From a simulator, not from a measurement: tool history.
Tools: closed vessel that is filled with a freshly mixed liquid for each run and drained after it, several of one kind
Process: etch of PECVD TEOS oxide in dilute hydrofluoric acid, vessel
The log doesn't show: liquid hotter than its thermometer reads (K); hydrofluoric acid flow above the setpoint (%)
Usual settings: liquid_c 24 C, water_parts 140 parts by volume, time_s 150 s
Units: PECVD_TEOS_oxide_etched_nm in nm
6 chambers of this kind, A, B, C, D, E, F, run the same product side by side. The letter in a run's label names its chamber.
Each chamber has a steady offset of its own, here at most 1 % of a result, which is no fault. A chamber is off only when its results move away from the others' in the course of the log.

| run | day | liquid_c | water_parts | time_s | hours since the thermometer was replaced | hours since the hydrofluoric acid flow meter was replaced | read-back film thickness of the PECVD TEOS oxide reference wafer, read on the same gauge (nm) | PECVD_TEOS_oxide_etched_nm |
|---|---|---|---|---|---|---|---|---|
| 1E | 0.162 | 24 | 140 | 150 | 2304.7 | 1776.2 | 90.013 | 19.674 |
| 2D | 0.338 | 24 | 140 | 150 | 466.6 | 217.0 | 89.988 | 19.904 |
| 3B | 0.525 | 24 | 140 | 150 | 1240.1 | 998.0 | 89.981 | 19.637 |
| 4A | 0.804 | 24 | 140 | 150 | 186.8 | 1400.0 | 89.961 | 19.611 |
| 5C | 1.058 | 24 | 140 | 150 | 655.8 | 1035.5 | 89.955 | 20.105 |
| 6F | 1.308 | 24 | 140 | 150 | 2104.2 | 623.4 | 90.001 | 19.796 |
|  | 1.483 | chamber A: hydrofluoric acid flow meter replaced |
| 7B | 1.596 | 24 | 140 | 150 | 1265.8 | 1023.7 | 90.036 | 19.570 |
| 8A | 1.912 | 24 | 140 | 150 | 213.4 | 10.3 | 90.059 | 19.717 |
| 9E | 2.088 | 24 | 140 | 150 | 2350.9 | 1822.4 | 89.981 | 19.845 |
| 10D | 2.304 | 28 | 140 | 150 | 513.8 | 264.2 | 90.019 | 23.342 |
| 11F | 2.529 | 28 | 140 | 150 | 2133.5 | 652.7 | 90.007 | 22.674 |
| 12C | 2.783 | 28 | 140 | 150 | 697.2 | 1076.9 | 90.029 | 23.256 |
| 13A | 2.992 | 28 | 140 | 150 | 239.3 | 36.2 | 89.993 | 22.961 |
|  | 3.183 | chamber B: hydrofluoric acid flow meter replaced |
| 14D | 3.238 | 28 | 140 | 150 | 536.2 | 286.6 | 89.969 | 23.175 |
| 15C | 3.529 | 28 | 140 | 150 | 715.1 | 1094.8 | 89.956 | 22.921 |
|  | 3.783 | chamber C: hydrofluoric acid flow meter replaced |
| 16B | 3.817 | 24 | 140 | 150 | 1319.1 | 15.3 | 89.959 | 20.101 |
| 17F | 4.038 | 24 | 140 | 150 | 2169.7 | 688.9 | 90.007 | 19.934 |
| 18E | 4.267 | 24 | 140 | 150 | 2403.2 | 1874.7 | 90.013 | 19.824 |
| 19C | 4.496 | 24 | 140 | 150 | 738.3 | 17.2 | 89.997 | 19.942 |
| 20B | 4.804 | 24 | 140 | 150 | 1342.8 | 39.0 | 90.038 | 20.302 |
| 21A | 5.108 | 24 | 140 | 150 | 290.1 | 87.0 | 90.012 | 19.659 |
| 22E | 5.279 | 24 | 140 | 150 | 2427.5 | 1899.0 | 89.951 | 19.853 |
| 23F | 5.546 | 24 | 140 | 150 | 2205.9 | 725.1 | 90.008 | 19.923 |
| 24D | 5.800 | 24 | 140 | 150 | 597.7 | 348.1 | 89.991 | 20.044 |
|  | 6.021 | chamber E: thermometer replaced |
| 25B | 6.112 | 24 | 140 | 150 | 1374.2 | 70.4 | 90.034 | 20.522 |
| 26D | 6.371 | 24 | 140 | 150 | 611.4 | 361.8 | 89.990 | 19.895 |
| 27F | 6.529 | 24 | 140 | 150 | 2229.5 | 748.7 | 90.012 | 19.820 |
| 28A | 6.671 | 24 | 140 | 150 | 327.6 | 124.5 | 90.009 | 19.608 |
|  | 6.717 | chamber E: hydrofluoric acid flow meter replaced |
| 29E | 6.929 | 24 | 140 | 150 | 21.9 | 5.1 | 89.963 | 19.720 |
| 30C | 7.146 | 24 | 140 | 150 | 801.9 | 80.8 | 90.025 | 19.952 |
| 31A | 7.400 | 24 | 140 | 150 | 345.1 | 142.0 | 89.995 | 19.501 |
| 32E | 7.696 | 24 | 140 | 150 | 40.3 | 23.5 | 90.023 | 19.938 |
| 33C | 7.938 | 24 | 140 | 150 | 820.9 | 99.8 | 90.012 | 19.936 |
| 34F | 8.133 | 24 | 140 | 150 | 2268.0 | 787.2 | 89.983 | 19.744 |
| 35D | 8.392 | 24 | 140 | 150 | 659.9 | 410.3 | 90.000 | 19.829 |
| 36B | 8.621 | 24 | 140 | 150 | 1434.4 | 130.6 | 90.039 | 21.082 |
| 37E | 8.808 | 24 | 140 | 150 | 67.0 | 50.2 | 89.988 | 19.606 |
| 38A | 8.958 | 24 | 140 | 150 | 382.5 | 179.4 | 89.997 | 19.785 |
| 39B | 9.117 | 24 | 140 | 150 | 1446.3 | 142.5 | 90.035 | 21.084 |
| 40D | 9.388 | 24 | 140 | 150 | 683.8 | 434.2 | 89.995 | 20.073 |
| 41C | 9.658 | 24 | 140 | 150 | 862.2 | 141.1 | 90.009 | 19.804 |
| 42F | 9.912 | 24 | 140 | 150 | 2310.7 | 829.9 | 90.009 | 19.813 |
| 43D | 10.062 | 24 | 140 | 150 | 700.0 | 450.4 | 90.009 | 19.934 |

Next, every chamber runs the same settings. What will each give?
| 44A | 10.292 | 24 | 140 | 150 |  |  |  | ? |
| 44B | 10.292 | 24 | 140 | 150 |  |  |  | ? |
| 44C | 10.292 | 24 | 140 | 150 |  |  |  | ? |
| 44D | 10.292 | 24 | 140 | 150 |  |  |  | ? |
| 44E | 10.292 | 24 | 140 | 150 |  |  |  | ? |
| 44F | 10.292 | 24 | 140 | 150 |  |  |  | ? |

| run | PECVD_TEOS_oxide_etched_nm |
|---|---|
| 44A | 19.678 |
| 44B | 21.479 |
| 44C | 19.885 |
| 44D | 19.906 |
| 44E | 19.548 |
| 44F | 20.025 |
